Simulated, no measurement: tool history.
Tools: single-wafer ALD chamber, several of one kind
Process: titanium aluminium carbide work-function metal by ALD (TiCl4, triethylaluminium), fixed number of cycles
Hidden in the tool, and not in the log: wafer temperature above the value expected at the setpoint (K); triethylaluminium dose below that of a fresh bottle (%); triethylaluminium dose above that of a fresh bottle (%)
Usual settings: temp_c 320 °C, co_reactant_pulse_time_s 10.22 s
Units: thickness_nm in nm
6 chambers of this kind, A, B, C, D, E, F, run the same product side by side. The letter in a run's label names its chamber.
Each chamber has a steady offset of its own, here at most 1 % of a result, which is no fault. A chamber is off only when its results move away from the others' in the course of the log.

run,day,temp_c,co_reactant_pulse_time_s,hours since the last thermocouple change,hours since the last triethylaluminium bottle change,"read-back reference wafer on the same gauge, thickness_nm",thickness_nm
1D,0.292,320,10.22,679.8,1339.3,1.9804,2.1669
2C,0.492,320,10.22,650.8,563.9,1.9807,2.1666
3A,0.683,320,10.22,1438.5,530.3,1.9806,2.1784
4F,1.021,320,10.22,810.5,297.2,1.9811,2.1833
5E,1.250,320,10.22,1116.7,177.8,1.9817,2.1870
6B,1.425,329,13.41,1434.7,742.9,1.9809,2.3075
7F,1.783,329,13.41,828.8,315.5,1.9818,2.3036
8A,2.067,329,13.41,1471.7,563.5,1.9815,2.3067
9D,2.371,329,13.41,729.7,1389.2,1.9822,2.2934
10E,2.542,329,13.41,1147.7,208.8,1.9821,2.3209
11B,2.800,329,13.41,1467.7,775.9,1.9822,2.3078
12C,2.988,320,10.22,710.7,623.8,1.9828,2.1686
13C,3.346,320,10.22,719.3,632.4,1.9832,2.1700
# day 3.396: chamber E: thermocouple changed; heater temperature recalibrated
14B,3.642,320,10.22,1487.9,796.1,1.9834,2.1834
15A,3.812,320,10.22,1513.6,605.4,1.9831,2.1773
16F,4.083,320,10.22,884.0,370.7,1.9834,2.1879
17E,4.267,320,10.22,21.0,250.2,1.9838,2.1923
18D,4.496,320,10.22,780.7,1440.2,1.9841,2.1673
19F,4.688,320,10.22,898.5,385.2,1.9844,2.1849
20C,4.912,320,10.22,756.9,670.0,1.9842,2.1678
21D,5.125,320,10.22,795.8,1455.3,1.9851,2.1754
22E,5.458,320,10.22,49.6,278.8,1.9846,2.1880
23B,5.667,320,10.22,1536.5,844.7,1.9856,2.1859
24A,5.821,315,13.80,1561.8,653.6,1.9852,2.1870
25B,6.004,315,13.80,1544.6,852.8,1.9859,2.1890
26F,6.271,315,13.80,936.5,423.2,1.9855,2.1846
27C,6.525,315,13.80,795.6,708.7,1.9861,2.1769
28A,6.867,315,13.80,1586.9,678.7,1.9866,2.1872
29D,7.142,315,13.80,844.2,1503.7,1.9866,2.1740
30E,7.346,320,10.22,94.9,324.1,1.9867,2.1953
31D,7.671,320,10.22,856.9,1516.4,1.9864,2.1747
32E,7.829,320,10.22,106.5,335.7,1.9873,2.1990
33B,8.092,320,10.22,1594.7,902.9,1.9874,2.1848
34F,8.267,320,10.22,984.4,471.1,1.9878,2.1915
35C,8.521,330,10.22,843.5,756.6,1.9883,2.2636
36A,8.754,330,10.22,1632.2,724.0,1.9882,2.2732
37F,9.108,330,10.22,1004.6,491.3,1.9883,2.2759
38C,9.312,330,10.22,862.5,775.6,1.9880,2.2632
39D,9.650,330,10.22,904.4,1563.9,1.9886,2.2624

What goes on in this fleet: one chamber off, a drifting gauge, or nothing beyond the chambers' own small offsets? Name the chamber and the cause, if any.

The gauge drifts, so all chambers seem to drift together. No chamber is off.
Cause: gauge reads high (%) = 0.458.
